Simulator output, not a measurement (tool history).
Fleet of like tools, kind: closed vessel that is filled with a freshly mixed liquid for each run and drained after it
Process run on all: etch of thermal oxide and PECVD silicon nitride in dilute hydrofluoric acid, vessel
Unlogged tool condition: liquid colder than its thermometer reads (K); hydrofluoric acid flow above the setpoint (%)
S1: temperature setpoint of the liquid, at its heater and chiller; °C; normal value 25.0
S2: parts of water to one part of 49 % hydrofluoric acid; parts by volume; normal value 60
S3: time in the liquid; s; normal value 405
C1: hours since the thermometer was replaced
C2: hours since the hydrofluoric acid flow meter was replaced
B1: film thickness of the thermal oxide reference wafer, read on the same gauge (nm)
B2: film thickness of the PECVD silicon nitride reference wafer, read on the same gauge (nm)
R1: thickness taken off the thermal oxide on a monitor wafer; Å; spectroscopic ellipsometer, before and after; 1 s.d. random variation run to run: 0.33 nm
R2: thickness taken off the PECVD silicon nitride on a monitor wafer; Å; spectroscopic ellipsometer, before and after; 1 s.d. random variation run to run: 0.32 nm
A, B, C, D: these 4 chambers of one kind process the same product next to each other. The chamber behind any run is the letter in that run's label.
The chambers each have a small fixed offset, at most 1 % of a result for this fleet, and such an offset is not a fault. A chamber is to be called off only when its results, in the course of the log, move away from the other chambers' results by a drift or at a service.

run 1A hour=7.2 | S1=25.0 S2=60 S3=405 | C1=147.7 C2=73.0 | B1=140.02 B2=99.997 | R1=367.34 R2=333.24
run 2C hour=19.6 | S1=25.0 S2=60 S3=405 | C1=584.9 C2=1536.9 | B1=140.03 B2=100.020 | R1=355.13 R2=331.84
run 3D hour=30.4 | S1=25.0 S2=60 S3=405 | C1=630.2 C2=1647.8 | B1=140.02 B2=99.994 | R1=369.59 R2=333.16
run 4B hour=41.1 | S1=25.0 S2=60 S3=405 | C1=1735.0 C2=49.2 | B1=140.00 B2=99.984 | R1=364.22 R2=331.28
run 5A hour=53.1 | S1=25.0 S2=60 S3=405 | C1=193.6 C2=118.9 | B1=140.00 B2=99.983 | R1=367.88 R2=328.96
run 6B hour=61.5 | S1=25.0 S2=60 S3=405 | C1=1755.4 C2=69.6 | B1=139.98 B2=100.000 | R1=366.63 R2=331.37
run 7C hour=68.0 | S1=25.0 S2=60 S3=405 | C1=633.3 C2=1585.3 | B1=140.01 B2=100.010 | R1=366.79 R2=331.76
run 8D hour=75.6 | S1=25.0 S2=60 S3=405 | C1=675.4 C2=1693.0 | B1=140.04 B2=99.996 | R1=363.12 R2=327.41
run 9A hour=82.5 | S1=25.0 S2=35 S3=405 | C1=223.0 C2=148.3 | B1=139.99 B2=100.000 | R1=649.19 R2=556.72
run 10B hour=96.8 | S1=25.0 S2=35 S3=405 | C1=1790.7 C2=104.9 | B1=140.03 B2=99.999 | R1=649.88 R2=558.13
-- hour=97.4 chamber C: hydrofluoric acid flow meter replaced
run 11C hour=106.8 | S1=25.0 S2=35 S3=405 | C1=672.1 C2=9.5 | B1=139.98 B2=100.000 | R1=637.40 R2=559.30
run 12D hour=116.6 | S1=25.0 S2=35 S3=405 | C1=716.4 C2=1734.0 | B1=140.03 B2=99.982 | R1=642.48 R2=553.54
run 13C hour=128.0 | S1=21.5 S2=60 S3=330 | C1=693.3 C2=30.7 | B1=139.99 B2=100.010 | R1=257.93 R2=213.69
run 14B hour=142.0 | S1=21.5 S2=60 S3=330 | C1=1835.9 C2=150.1 | B1=140.02 B2=99.997 | R1=256.88 R2=210.11
run 15A hour=154.5 | S1=21.5 S2=60 S3=330 | C1=295.0 C2=220.3 | B1=140.04 B2=99.999 | R1=256.38 R2=211.21
run 16D hour=161.5 | S1=21.5 S2=60 S3=330 | C1=761.3 C2=1778.9 | B1=139.98 B2=99.986 | R1=253.34 R2=213.91
run 17C hour=175.3 | S1=25.0 S2=60 S3=405 | C1=740.6 C2=78.0 | B1=139.94 B2=100.020 | R1=361.83 R2=328.88
run 18B hour=184.1 | S1=25.0 S2=60 S3=405 | C1=1878.0 C2=192.2 | B1=139.93 B2=100.010 | R1=366.94 R2=327.93
run 19A hour=196.1 | S1=25.0 S2=60 S3=405 | C1=336.6 C2=261.9 | B1=140.02 B2=100.010 | R1=364.20 R2=331.93
run 20D hour=204.0 | S1=25.0 S2=60 S3=405 | C1=803.8 C2=1821.4 | B1=140.03 B2=100.020 | R1=364.78 R2=329.74
run 21C hour=217.2 | S1=25.0 S2=60 S3=405 | C1=782.5 C2=119.9 | B1=140.00 B2=100.000 | R1=360.68 R2=330.55
run 22D hour=225.9 | S1=25.0 S2=60 S3=405 | C1=825.7 C2=1843.3 | B1=139.99 B2=99.998 | R1=364.09 R2=327.14
run 23A hour=234.9 | S1=25.0 S2=60 S3=405 | C1=375.4 C2=300.7 | B1=140.01 B2=100.000 | R1=362.82 R2=333.38
run 24B hour=247.1 | S1=25.0 S2=60 S3=405 | C1=1941.0 C2=255.2 | B1=140.03 B2=99.986 | R1=365.09 R2=334.12
run 25A hour=257.6 | S1=25.0 S2=60 S3=405 | C1=398.1 C2=323.4 | B1=140.01 B2=100.000 | R1=368.24 R2=331.40
run 26B hour=269.9 | S1=25.0 S2=60 S3=405 | C1=1963.8 C2=278.0 | B1=140.05 B2=99.990 | R1=369.06 R2=329.24
run 27C hour=276.7 | S1=25.0 S2=45 S3=405 | C1=842.0 C2=179.4 | B1=139.98 B2=99.984 | R1=494.99 R2=428.80
run 28D hour=290.8 | S1=25.0 S2=45 S3=405 | C1=890.6 C2=1908.2 | B1=140.02 B2=99.982 | R1=494.22 R2=428.15
run 29D hour=302.0 | S1=25.0 S2=45 S3=405 | C1=901.8 C2=1919.4 | B1=140.00 B2=99.999 | R1=484.36 R2=429.17
run 30B hour=313.6 | S1=25.0 S2=45 S3=405 | C1=2007.5 C2=321.7 | B1=140.01 B2=100.010 | R1=491.17 R2=434.89
run 31A hour=320.1 | S1=25.0 S2=60 S3=405 | C1=460.6 C2=385.9 | B1=139.97 B2=99.989 | R1=367.67 R2=329.13
run 32C hour=328.2 | S1=25.0 S2=60 S3=405 | C1=893.5 C2=230.9 | B1=139.97 B2=99.990 | R1=357.53 R2=328.83
run 33C hour=335.0 | S1=25.0 S2=60 S3=405 | C1=900.3 C2=237.7 | B1=139.99 B2=100.010 | R1=358.16 R2=330.96
run 34B hour=346.2 | S1=25.0 S2=60 S3=405 | C1=2040.1 C2=354.3 | B1=140.01 B2=99.996 | R1=366.87 R2=326.12

For the next run the whole fleet of 4 chambers uses the same settings. Give each chamber's results:
run 35A hour=356.6 | S1=25.0 S2=60 S3=200 | R1=? R2=?
run 35B hour=356.6 | S1=25.0 S2=60 S3=200 | R1=? R2=?
run 35C hour=356.6 | S1=25.0 S2=60 S3=200 | R1=? R2=?
run 35D hour=356.6 | S1=25.0 S2=60 S3=200 | R1=? R2=?

run=35A R1=180.87 R2=165.81
run=35B R1=181.43 R2=164.51
run=35C R1=177.98 R2=162.25
run=35D R1=178.82 R2=164.08

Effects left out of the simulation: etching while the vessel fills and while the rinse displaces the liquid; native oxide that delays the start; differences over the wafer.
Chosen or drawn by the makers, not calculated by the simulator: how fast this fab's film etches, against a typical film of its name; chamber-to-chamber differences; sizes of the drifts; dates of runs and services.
